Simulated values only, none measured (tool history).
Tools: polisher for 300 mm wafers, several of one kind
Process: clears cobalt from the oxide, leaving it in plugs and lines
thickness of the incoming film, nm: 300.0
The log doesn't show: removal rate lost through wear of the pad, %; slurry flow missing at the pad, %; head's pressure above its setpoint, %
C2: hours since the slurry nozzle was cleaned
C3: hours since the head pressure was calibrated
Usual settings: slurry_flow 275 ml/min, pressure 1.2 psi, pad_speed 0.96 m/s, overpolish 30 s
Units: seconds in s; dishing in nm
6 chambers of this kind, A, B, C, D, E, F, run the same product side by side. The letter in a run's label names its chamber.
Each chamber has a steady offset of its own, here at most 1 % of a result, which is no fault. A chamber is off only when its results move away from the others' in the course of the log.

run 1A hour=9.6 | slurry_flow=275 pressure=1.2 pad_speed=0.96 overpolish=30 | wafers_polished_on_this_pad=453 C2=415.1 C3=256 | seconds=104.97 dishing=27.325
run 2C hour=18.1 | slurry_flow=275 pressure=1.2 pad_speed=0.96 overpolish=30 | wafers_polished_on_this_pad=711 C2=74.4 C3=862.6 | seconds=104.45 dishing=28.783
-- hour=18.2 chamber A: worn pad replaced by a new one
run 3D hour=22.5 | slurry_flow=275 pressure=1.2 pad_speed=0.96 overpolish=30 | wafers_polished_on_this_pad=909 C2=169.5 C3=977.5 | seconds=105.93 dishing=28.662
-- hour=23.9 chamber F: worn pad replaced by a new one
-- hour=28.6 chamber C: worn pad replaced by a new one
run 4B hour=30.7 | slurry_flow=275 pressure=1.2 pad_speed=0.96 overpolish=30 | wafers_polished_on_this_pad=785 C2=158.8 C3=966.8 | seconds=103.7 dishing=28.579
-- hour=34.7 chamber E: head pressure recalibrated
run 5F hour=40.5 | slurry_flow=275 pressure=1.2 pad_speed=0.96 overpolish=30 | wafers_polished_on_this_pad=148 C2=52.4 C3=75.8 | seconds=109.01 dishing=29.296
-- hour=40.9 chamber E: worn pad replaced by a new one
run 6E hour=48.4 | slurry_flow=210 pressure=1.2 pad_speed=0.96 overpolish=30 | wafers_polished_on_this_pad=67 C2=694.4 C3=13.8 | seconds=110.55 dishing=28.461
-- hour=52 chamber E: slurry nozzle cleaned
run 7D hour=58.4 | slurry_flow=210 pressure=1.2 pad_speed=0.96 overpolish=30 | wafers_polished_on_this_pad=1230 C2=205.4 C3=1013.4 | seconds=108.88 dishing=28.567
-- hour=59.5 chamber B: worn pad replaced by a new one
-- hour=62.8 chamber A: slurry nozzle cleaned
run 8C hour=67 | slurry_flow=210 pressure=1.2 pad_speed=0.96 overpolish=30 | wafers_polished_on_this_pad=343 C2=123.3 C3=911.5 | seconds=108.98 dishing=28.997
-- hour=71.2 chamber D: worn pad replaced by a new one
-- hour=74.1 chamber A: worn pad replaced by a new one
run 9A hour=75.4 | slurry_flow=210 pressure=1.2 pad_speed=0.96 overpolish=30 | wafers_polished_on_this_pad=11 C2=12.7 C3=321.8 | seconds=105.92 dishing=27.394
run 10E hour=83.4 | slurry_flow=210 pressure=1.2 pad_speed=0.96 overpolish=30 | wafers_polished_on_this_pad=380 C2=31.4 C3=48.8 | seconds=107.16 dishing=28.587
-- hour=84.5 chamber F: worn pad replaced by a new one
run 11F hour=88.3 | slurry_flow=210 pressure=1.2 pad_speed=0.96 overpolish=30 | wafers_polished_on_this_pad=34 C2=100.2 C3=123.6 | seconds=108.3 dishing=28.858
run 12B hour=95.1 | slurry_flow=275 pressure=1.2 pad_speed=0.96 overpolish=30 | wafers_polished_on_this_pad=318 C2=223.2 C3=1031.2 | seconds=105.38 dishing=27.985
-- hour=96.8 chamber D: slurry nozzle cleaned
-- hour=97.2 chamber E: worn pad replaced by a new one
run 13C hour=99.6 | slurry_flow=275 pressure=1.2 pad_speed=0.96 overpolish=30 | wafers_polished_on_this_pad=634 C2=155.9 C3=944.1 | seconds=106.85 dishing=28.405
run 14E hour=109.4 | slurry_flow=275 pressure=1.2 pad_speed=0.96 overpolish=30 | wafers_polished_on_this_pad=109 C2=57.4 C3=74.8 | seconds=110.64 dishing=28.637
run 15A hour=115.8 | slurry_flow=275 pressure=1.2 pad_speed=0.96 overpolish=30 | wafers_polished_on_this_pad=372 C2=53.1 C3=362.2 | seconds=104.58 dishing=28.401
run 16F hour=123.9 | slurry_flow=275 pressure=1.2 pad_speed=0.96 overpolish=30 | wafers_polished_on_this_pad=352 C2=135.8 C3=159.2 | seconds=103.03 dishing=28.517
run 17D hour=130.6 | slurry_flow=275 pressure=1.2 pad_speed=0.96 overpolish=30 | wafers_polished_on_this_pad=530 C2=33.8 C3=1085.6 | seconds=107.61 dishing=27.802
-- hour=133.2 chamber A: worn pad replaced by a new one
run 18B hour=135.4 | slurry_flow=275 pressure=1.2 pad_speed=1.18 overpolish=44 | wafers_polished_on_this_pad=678 C2=263.5 C3=1071.5 | seconds=87.064 dishing=30.655
-- hour=139.4 chamber C: worn pad replaced by a new one
run 19A hour=140.5 | slurry_flow=275 pressure=1.2 pad_speed=1.18 overpolish=44 | wafers_polished_on_this_pad=65 C2=77.8 C3=386.9 | seconds=86.812 dishing=29.476
run 20B hour=147.9 | slurry_flow=275 pressure=1.2 pad_speed=1.18 overpolish=44 | wafers_polished_on_this_pad=789 C2=276 C3=1084 | seconds=88.853 dishing=29.531
-- hour=151.4 chamber F: worn pad replaced by a new one
run 21F hour=155.3 | slurry_flow=275 pressure=1.2 pad_speed=1.18 overpolish=44 | wafers_polished_on_this_pad=35 C2=167.2 C3=190.6 | seconds=84.245 dishing=30.564
-- hour=158.4 chamber E: worn pad replaced by a new one
run 22D hour=161.1 | slurry_flow=275 pressure=1.2 pad_speed=1.18 overpolish=44 | wafers_polished_on_this_pad=803 C2=64.3 C3=1116.1 | seconds=83.664 dishing=28.72
-- hour=164.8 chamber B: slurry nozzle cleaned
-- hour=165.6 chamber B: head pressure recalibrated
run 23E hour=168.9 | slurry_flow=275 pressure=1.2 pad_speed=1.18 overpolish=44 | wafers_polished_on_this_pad=94 C2=116.9 C3=134.3 | seconds=85.224 dishing=29.886
run 24C hour=177.5 | slurry_flow=275 pressure=1.2 pad_speed=0.96 overpolish=30 | wafers_polished_on_this_pad=341 C2=233.8 C3=1022 | seconds=102.37 dishing=28.854
run 25F hour=184.5 | slurry_flow=275 pressure=1.2 pad_speed=0.96 overpolish=30 | wafers_polished_on_this_pad=296 C2=196.4 C3=219.8 | seconds=106.7 dishing=27.856
-- hour=187.6 chamber B: worn pad replaced by a new one
run 26C hour=189 | slurry_flow=275 pressure=1.2 pad_speed=0.96 overpolish=30 | wafers_polished_on_this_pad=443 C2=245.3 C3=1033.5 | seconds=107.66 dishing=28.946
run 27E hour=198.2 | slurry_flow=275 pressure=1.2 pad_speed=0.96 overpolish=30 | wafers_polished_on_this_pad=356 C2=146.2 C3=163.6 | seconds=109.12 dishing=28.609
-- hour=204.1 chamber A: worn pad replaced by a new one
run 28B hour=206.7 | slurry_flow=275 pressure=1.2 pad_speed=0.96 overpolish=30 | wafers_polished_on_this_pad=171 C2=42 C3=41.2 | seconds=109.45 dishing=27.719
-- hour=214.4 chamber F: worn pad replaced by a new one
run 29A hour=215.3 | slurry_flow=275 pressure=1.2 pad_speed=0.96 overpolish=30 | wafers_polished_on_this_pad=100 C2=152.6 C3=461.7 | seconds=106.95 dishing=27.613
-- hour=216.2 chamber E: worn pad replaced by a new one
-- hour=218.6 chamber D: worn pad replaced by a new one
run 30D hour=223.9 | slurry_flow=275 pressure=0.9 pad_speed=0.96 overpolish=30 | wafers_polished_on_this_pad=47 C2=127.1 C3=1178.9 | seconds=142.61 dishing=26.662
-- hour=231.4 chamber C: worn pad replaced by a new one
run 31D hour=232.1 | slurry_flow=275 pressure=0.9 pad_speed=0.96 overpolish=30 | wafers_polished_on_this_pad=121 C2=135.3 C3=1187.1 | seconds=137.79 dishing=27.673
run 32E hour=239.1 | slurry_flow=275 pressure=0.9 pad_speed=0.96 overpolish=30 | wafers_polished_on_this_pad=204 C2=187.1 C3=204.5 | seconds=142.86 dishing=27.546
run 33F hour=245.9 | slurry_flow=275 pressure=0.9 pad_speed=0.96 overpolish=30 | wafers_polished_on_this_pad=281 C2=257.8 C3=281.2 | seconds=140.68 dishing=26.673
-- hour=252.3 chamber D: head pressure recalibrated
run 34C hour=253.3 | slurry_flow=275 pressure=0.9 pad_speed=0.96 overpolish=30 | wafers_polished_on_this_pad=195 C2=309.6 C3=1097.8 | seconds=145.07 dishing=26.159
run 35B hour=261.8 | slurry_flow=275 pressure=0.9 pad_speed=0.96 overpolish=30 | wafers_polished_on_this_pad=663 C2=97.1 C3=96.3 | seconds=143.68 dishing=26.63
run 36A hour=266.9 | slurry_flow=275 pressure=1.2 pad_speed=0.96 overpolish=30 | wafers_polished_on_this_pad=561 C2=204.2 C3=513.3 | seconds=102.31 dishing=27.768
-- hour=270 chamber F: slurry nozzle cleaned
-- hour=276.8 chamber A: worn pad replaced by a new one
run 37A hour=276.8 | slurry_flow=275 pressure=1.2 pad_speed=0.96 overpolish=30 | wafers_polished_on_this_pad=0 C2=214.1 C3=523.2 | seconds=104.18 dishing=27.521
-- hour=282.1 chamber F: worn pad replaced by a new one
-- hour=284.3 chamber E: worn pad replaced by a new one
run 38E hour=286.5 | slurry_flow=275 pressure=1.2 pad_speed=0.96 overpolish=30 | wafers_polished_on_this_pad=20 C2=234.5 C3=251.9 | seconds=109.97 dishing=28.245
run 39B hour=296.1 | slurry_flow=275 pressure=1.2 pad_speed=0.96 overpolish=30 | wafers_polished_on_this_pad=970 C2=131.4 C3=130.6 | seconds=103.97 dishing=28.181
run 40C hour=305.4 | slurry_flow=275 pressure=1.2 pad_speed=0.96 overpolish=30 | wafers_polished_on_this_pad=661 C2=361.7 C3=1149.9 | seconds=109.37 dishing=28.289
run 41F hour=313.7 | slurry_flow=275 pressure=1.2 pad_speed=0.96 overpolish=30 | wafers_polished_on_this_pad=282 C2=43.8 C3=349 | seconds=107.84 dishing=28.345
run 42D hour=321.4 | slurry_flow=275 pressure=1.2 pad_speed=0.96 overpolish=30 | wafers_polished_on_this_pad=918 C2=224.6 C3=69.2 | seconds=103.05 dishing=27.959
run 43A hour=326.1 | slurry_flow=275 pressure=1.2 pad_speed=0.96 overpolish=30 | wafers_polished_on_this_pad=440 C2=263.4 C3=572.5 | seconds=107.51 dishing=27.725

All 6 chambers run these settings next. Forecast each chamber's results:
run 44A hour=333.3 | slurry_flow=275 pressure=1.2 pad_speed=0.96 overpolish=15 | seconds=? dishing=?
run 44B hour=333.3 | slurry_flow=275 pressure=1.2 pad_speed=0.96 overpolish=15 | seconds=? dishing=?
run 44C hour=333.3 | slurry_flow=275 pressure=1.2 pad_speed=0.96 overpolish=15 | seconds=? dishing=?
run 44D hour=333.3 | slurry_flow=275 pressure=1.2 pad_speed=0.96 overpolish=15 | seconds=? dishing=?
run 44E hour=333.3 | slurry_flow=275 pressure=1.2 pad_speed=0.96 overpolish=15 | seconds=? dishing=?
run 44F hour=333.3 | slurry_flow=275 pressure=1.2 pad_speed=0.96 overpolish=15 | seconds=? dishing=?

run=44A seconds=107.76 dishing=22.629
run=44B seconds=104.94 dishing=22.581
run=44C seconds=107.94 dishing=22.901
run=44D seconds=104.63 dishing=22.223
run=44E seconds=109.01 dishing=22.74
run=44F seconds=105.64 dishing=22.558
